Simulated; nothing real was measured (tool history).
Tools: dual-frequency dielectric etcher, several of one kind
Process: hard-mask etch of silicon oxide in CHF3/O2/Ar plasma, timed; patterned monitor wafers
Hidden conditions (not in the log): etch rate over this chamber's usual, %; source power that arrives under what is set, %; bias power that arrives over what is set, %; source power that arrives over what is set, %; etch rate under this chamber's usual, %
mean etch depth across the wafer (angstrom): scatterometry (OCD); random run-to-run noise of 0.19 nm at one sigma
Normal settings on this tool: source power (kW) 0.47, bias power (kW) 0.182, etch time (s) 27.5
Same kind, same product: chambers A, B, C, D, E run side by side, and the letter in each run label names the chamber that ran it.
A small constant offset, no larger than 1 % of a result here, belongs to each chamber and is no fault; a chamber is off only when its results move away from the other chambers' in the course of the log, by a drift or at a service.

run,hour,source power (kW),bias power (kW),etch time (s),hours since the last wet clean,hours since the last source power generator calibration,hours since the last bias power generator calibration,"read-back reference wafer on the same gauge, depth_nm",mean etch depth across the wafer (angstrom)
1D,8.9,0.47,0.182,27.5,502.8,1190.9,2391.3,40.972,495.81
2C,18.3,0.47,0.182,27.5,149.8,1436.5,380.1,41.008,490.34
3E,27,0.47,0.182,27.5,327.8,1198.1,1831.5,41.023,497.4
# hour 34.6: chamber E: bias power generator calibrated
4A,42.7,0.47,0.182,27.5,185.2,2595.6,1530.8,40.998,494.05
5B,55.1,0.47,0.182,27.5,362,497.1,1397.3,40.976,496.24
# hour 56.7: chamber D: wet clean of the chamber
6B,66.5,0.47,0.182,27.5,373.4,508.5,1408.7,40.988,495.7
7A,78.7,0.47,0.182,27.5,221.2,2631.6,1566.8,40.965,494.28
8E,94.7,0.47,0.182,27.5,395.5,1265.8,60.2,40.993,499.31
9C,110.4,0.47,0.182,27.5,241.9,1528.6,472.2,41.018,490.03
10D,124.5,0.47,0.182,27.5,67.8,1306.5,2506.9,41.011,497
11D,138.4,0.47,0.182,27.5,81.7,1320.4,2520.8,41.021,497.02
# hour 144: chamber E: wet clean of the chamber
12B,149.1,0.47,0.182,27.5,456,591.1,1491.3,40.996,498.41
13C,162.9,0.47,0.182,27.5,294.4,1581.1,524.7,41.013,483.6
14E,170.6,0.47,0.182,27.5,26.7,1341.7,136.1,41.002,498.39
15A,178.8,0.47,0.182,27.5,321.3,2731.7,1666.9,41.018,493.94
16C,186.9,0.47,0.182,32,318.4,1605.1,548.7,41.016,563.65
17D,198.9,0.47,0.182,32,142.2,1380.9,2581.3,40.982,571.53
18A,206.8,0.47,0.182,32,349.3,2759.7,1694.9,40.969,573.04
19E,215.8,0.47,0.182,32,71.9,1386.9,181.3,40.971,581.17
20B,228.8,0.47,0.182,32,535.7,670.8,1571,40.993,574.16
21D,239.3,0.47,0.182,27.5,182.6,1421.3,2621.7,41.03,493.47
22B,249.9,0.47,0.182,27.5,556.8,691.9,1592.1,40.96,496.02
# hour 253: chamber B: wet clean of the chamber
23C,257.8,0.47,0.182,27.5,389.3,1676,619.6,40.992,482.02
24E,265.3,0.47,0.182,22.5,121.4,1436.4,230.8,40.985,408.45
25A,279.6,0.47,0.182,22.5,422.1,2832.5,1767.7,40.966,408.62
26D,288.5,0.47,0.182,22.5,231.8,1470.5,2670.9,40.993,403.13
# hour 294.1: chamber A: wet clean of the chamber
27C,303.2,0.47,0.182,22.5,434.7,1721.4,665,41.001,392.92
28A,311.8,0.47,0.182,22.5,17.7,2864.7,1799.9,41.005,404
29B,325.5,0.47,0.182,27.5,72.6,767.5,1667.7,41.02,497.91
30E,341.7,0.47,0.182,27.5,197.8,1512.8,307.2,41.013,499.19
31C,357,0.47,0.182,27.5,488.5,1775.2,718.8,41.023,480.34
32B,370.2,0.47,0.182,27.5,117.3,812.2,1712.4,41.045,498.05
33D,383.1,0.47,0.182,27.5,326.4,1565.1,2765.5,41.038,494.13
34E,390.5,0.47,0.182,27.5,246.6,1561.6,356,40.944,496.07
35A,397.5,0.47,0.182,27.5,103.4,2950.4,1885.6,40.987,495.91
36A,410.8,0.47,0.182,27.5,116.7,2963.7,1898.9,41.014,496.03
37C,424.8,0.47,0.182,27.5,556.3,1843,786.6,40.976,472.63
38B,439,0.47,0.182,27.5,186.1,881,1781.2,41.023,495.19
39D,451.7,0.47,0.182,27.5,395,1633.7,2834.1,41.006,494.33
40E,460.9,0.47,0.182,27.5,317,1632,426.4,40.994,497.54
41D,470.5,0.47,0.182,27.5,413.8,1652.5,2852.9,41.031,491.89
42E,483.8,0.47,0.182,27.5,339.9,1654.9,449.3,41.042,495.9

One chamber off, gauge drift, or nothing amiss beyond the chambers' own small offsets? If it is a chamber, which one, and what is the likeliest cause?

Little by little, chamber C moves away from the other chambers.
Likeliest cause: etch rate under this chamber's usual, % = 4.5.

Which of the 4 candidates below, each the usual settings with something changed and its results left as question marks, puts chamber C back in line with what the other chambers give on the usual settings?
In line means no further than this from the other chambers' mean on the usual settings: mean etch depth across the wafer (angstrom) 6.8
43C-1,495.3,0.47,0.196,27.5,,,,,?
43C-2,495.3,0.48,0.184,28.5,,,,,?
43C-3,495.3,0.46,0.18,26.5,,,,,?
43C-4,495.3,0.47,0.168,27.5,,,,,?

Average result of the remaining chambers running the usual settings: mean etch depth across the wafer (angstrom) 495.8
run,mean etch depth across the wafer (angstrom)
43C-1,482.14
43C-2,492.9
43C-3,447.47
43C-4,457.41
With 43C-2, the chamber falls back in line with the rest.
